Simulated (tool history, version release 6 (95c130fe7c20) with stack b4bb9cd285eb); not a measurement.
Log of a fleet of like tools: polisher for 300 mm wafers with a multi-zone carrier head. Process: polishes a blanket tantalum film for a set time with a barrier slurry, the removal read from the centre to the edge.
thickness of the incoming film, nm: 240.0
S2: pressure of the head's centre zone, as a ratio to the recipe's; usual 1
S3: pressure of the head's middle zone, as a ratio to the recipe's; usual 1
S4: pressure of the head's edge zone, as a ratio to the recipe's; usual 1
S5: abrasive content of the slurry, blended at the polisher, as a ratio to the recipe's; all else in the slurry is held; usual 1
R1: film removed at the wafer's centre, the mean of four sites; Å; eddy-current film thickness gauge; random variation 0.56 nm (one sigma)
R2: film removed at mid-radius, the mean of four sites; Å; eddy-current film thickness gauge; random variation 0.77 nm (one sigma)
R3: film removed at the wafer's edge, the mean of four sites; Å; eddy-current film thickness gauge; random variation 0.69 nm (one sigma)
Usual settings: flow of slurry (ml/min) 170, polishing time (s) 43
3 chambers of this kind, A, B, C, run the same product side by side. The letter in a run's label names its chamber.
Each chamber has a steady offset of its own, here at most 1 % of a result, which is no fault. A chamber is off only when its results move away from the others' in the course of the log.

{"run": "1B", "hour": 6.6, "flow of slurry (ml/min)": 170, "S2": 1, "S3": 1, "S4": 1, "S5": 1, "polishing time (s)": 43, "R1": 567.45, "R2": 564.29, "R3": 576.32}
{"run": "2C", "hour": 10.6, "flow of slurry (ml/min)": 170, "S2": 1, "S3": 1, "S4": 1, "S5": 1, "polishing time (s)": 43, "R1": 578.98, "R2": 586.92, "R3": 586.91}
{"run": "3A", "hour": 18.3, "flow of slurry (ml/min)": 170, "S2": 1, "S3": 1, "S4": 1, "S5": 1, "polishing time (s)": 43, "R1": 572.54, "R2": 588.45, "R3": 588.18}
{"run": "4B", "hour": 25.7, "flow of slurry (ml/min)": 170, "S2": 1, "S3": 1, "S4": 1, "S5": 1, "polishing time (s)": 43, "R1": 575.59, "R2": 570, "R3": 584.47}
{"run": "5A", "hour": 30.0, "flow of slurry (ml/min)": 170, "S2": 1, "S3": 1, "S4": 1, "S5": 1, "polishing time (s)": 43, "R1": 579.42, "R2": 575.52, "R3": 580.47}
{"run": "6C", "hour": 33.8, "flow of slurry (ml/min)": 170, "S2": 1, "S3": 1, "S4": 1, "S5": 1, "polishing time (s)": 43, "R1": 571.04, "R2": 589.41, "R3": 573.26}
{"hour": 36.8, "done": "chamber A: worn pad replaced by a new one"}
{"run": "7C", "hour": 38.1, "flow of slurry (ml/min)": 170, "S2": 1, "S3": 1, "S4": 1, "S5": 1, "polishing time (s)": 43, "R1": 576.19, "R2": 569.19, "R3": 582.65}
{"run": "8B", "hour": 43.6, "flow of slurry (ml/min)": 170, "S2": 1, "S3": 1, "S4": 1, "S5": 1, "polishing time (s)": 43, "R1": 571.01, "R2": 582.39, "R3": 568.1}
{"run": "9A", "hour": 49.1, "flow of slurry (ml/min)": 170, "S2": 1, "S3": 1, "S4": 1, "S5": 1, "polishing time (s)": 43, "R1": 595.16, "R2": 590.02, "R3": 579.41}
{"run": "10B", "hour": 53.4, "flow of slurry (ml/min)": 170, "S2": 1, "S3": 1, "S4": 1, "S5": 1, "polishing time (s)": 43, "R1": 568.99, "R2": 571.97, "R3": 589}
{"run": "11A", "hour": 59.1, "flow of slurry (ml/min)": 170, "S2": 0.89, "S3": 1, "S4": 1, "S5": 1, "polishing time (s)": 58, "R1": 691.06, "R2": 786.84, "R3": 758}
{"run": "12C", "hour": 62.9, "flow of slurry (ml/min)": 170, "S2": 0.89, "S3": 1, "S4": 1, "S5": 1, "polishing time (s)": 58, "R1": 670.37, "R2": 773.27, "R3": 749.9}
{"run": "13A", "hour": 67.6, "flow of slurry (ml/min)": 170, "S2": 0.89, "S3": 1, "S4": 1, "S5": 1, "polishing time (s)": 58, "R1": 688.77, "R2": 776.31, "R3": 769.77}
{"run": "14C", "hour": 72.7, "flow of slurry (ml/min)": 170, "S2": 1, "S3": 1, "S4": 1, "S5": 1, "polishing time (s)": 43, "R1": 549.16, "R2": 556.14, "R3": 555.66}
{"hour": 76.1, "done": "chamber B: slurry nozzle cleaned"}
{"run": "15B", "hour": 77.8, "flow of slurry (ml/min)": 170, "S2": 1, "S3": 1, "S4": 1, "S5": 1, "polishing time (s)": 43, "R1": 586.21, "R2": 592.12, "R3": 584.26}
{"run": "16C", "hour": 84.9, "flow of slurry (ml/min)": 170, "S2": 1, "S3": 1, "S4": 1, "S5": 1, "polishing time (s)": 43, "R1": 538.93, "R2": 555.27, "R3": 552.76}
{"hour": 88.6, "done": "chamber B: worn pad replaced by a new one"}
{"run": "17A", "hour": 91.7, "flow of slurry (ml/min)": 170, "S2": 1, "S3": 1, "S4": 1, "S5": 0.75, "polishing time (s)": 50, "R1": 625.32, "R2": 606.2, "R3": 609.87}
{"run": "18B", "hour": 98.1, "flow of slurry (ml/min)": 170, "S2": 1, "S3": 1, "S4": 1, "S5": 0.75, "polishing time (s)": 50, "R1": 614.05, "R2": 629.15, "R3": 616.4}
{"run": "19B", "hour": 104.6, "flow of slurry (ml/min)": 170, "S2": 1, "S3": 1, "S4": 1, "S5": 0.75, "polishing time (s)": 50, "R1": 609.48, "R2": 616.19, "R3": 621.9}
{"run": "20A", "hour": 112.7, "flow of slurry (ml/min)": 170, "S2": 1, "S3": 1, "S4": 1, "S5": 1, "polishing time (s)": 43, "R1": 584.7, "R2": 586.14, "R3": 579.97}
{"run": "21C", "hour": 116.7, "flow of slurry (ml/min)": 170, "S2": 1, "S3": 1, "S4": 1, "S5": 1, "polishing time (s)": 43, "R1": 530.11, "R2": 523.46, "R3": 529.78}
{"hour": 117.1, "done": "chamber A: worn pad replaced by a new one"}
{"run": "22A", "hour": 124.4, "flow of slurry (ml/min)": 170, "S2": 1, "S3": 1, "S4": 1, "S5": 1, "polishing time (s)": 43, "R1": 592.65, "R2": 573.78, "R3": 581.35}
{"run": "23B", "hour": 129.5, "flow of slurry (ml/min)": 170, "S2": 1, "S3": 1, "S4": 1, "S5": 1, "polishing time (s)": 43, "R1": 571.05, "R2": 566.29, "R3": 575.94}
{"run": "24C", "hour": 135.3, "flow of slurry (ml/min)": 170, "S2": 1, "S3": 0.93, "S4": 1, "S5": 1, "polishing time (s)": 52, "R1": 622.58, "R2": 580.3, "R3": 643.69}
{"hour": 137.1, "done": "chamber A: slurry nozzle cleaned"}
{"run": "25A", "hour": 139.8, "flow of slurry (ml/min)": 170, "S2": 1, "S3": 0.93, "S4": 1, "S5": 1, "polishing time (s)": 52, "R1": 706.98, "R2": 646.12, "R3": 695.87}
{"run": "26C", "hour": 145.5, "flow of slurry (ml/min)": 170, "S2": 1, "S3": 0.93, "S4": 1, "S5": 1, "polishing time (s)": 52, "R1": 616.4, "R2": 578.54, "R3": 613.38}
{"run": "27B", "hour": 151.7, "flow of slurry (ml/min)": 170, "S2": 1, "S3": 1, "S4": 1.08, "S5": 1, "polishing time (s)": 28, "R1": 378.6, "R2": 377.36, "R3": 398.13}

What goes on in this fleet: one chamber off, a drifting gauge, or nothing beyond the chambers' own small offsets? Name the chamber and the cause, if any.

Chamber C drifts away from the others.
Cause: removal rate lost through wear of the pad, % = 12.2.
The log may not tell that from: slurry flow missing at the pad, %.

Here are 4 candidates for chamber C's next run, each the usual settings with a change, their results left as question marks. Which one brings its results back in line with what the others give on the usual settings?
In line means no further than this from the other chambers' mean on the usual settings: R1 19 Å; R2 27 Å; R3 24 Å
{"run": "28C-1", "hour": 157.7, "flow of slurry (ml/min)": 175, "S2": 1.02, "S3": 0.99, "S4": 1.01, "S5": 1.05, "polishing time (s)": 54, "R1": "?", "R2": "?", "R3": "?"}
{"run": "28C-2", "hour": 157.7, "flow of slurry (ml/min)": 175, "S2": 1.01, "S3": 1, "S4": 1.01, "S5": 1.05, "polishing time (s)": 48, "R1": "?", "R2": "?", "R3": "?"}
{"run": "28C-3", "hour": 157.7, "flow of slurry (ml/min)": 165, "S2": 0.99, "S3": 1.01, "S4": 0.99, "S5": 0.95, "polishing time (s)": 34, "R1": "?", "R2": "?", "R3": "?"}
{"run": "28C-4", "hour": 157.7, "flow of slurry (ml/min)": 165, "S2": 0.99, "S3": 1, "S4": 1, "S5": 1, "polishing time (s)": 38, "R1": "?", "R2": "?", "R3": "?"}

The other chambers' mean on the usual settings: R1 577.86 Å; R2 576.95 Å; R3 578.87 Å
run=28C-1 R1=663.99 R2=649.28 R3=655.97
run=28C-2 R1=584 R2=582.57 R3=583
run=28C-3 R1=388.78 R2=400.5 R3=393.86
run=28C-4 R1=441.2 R2=450.35 R3=449.45
28C-2 brings the chamber back in line.
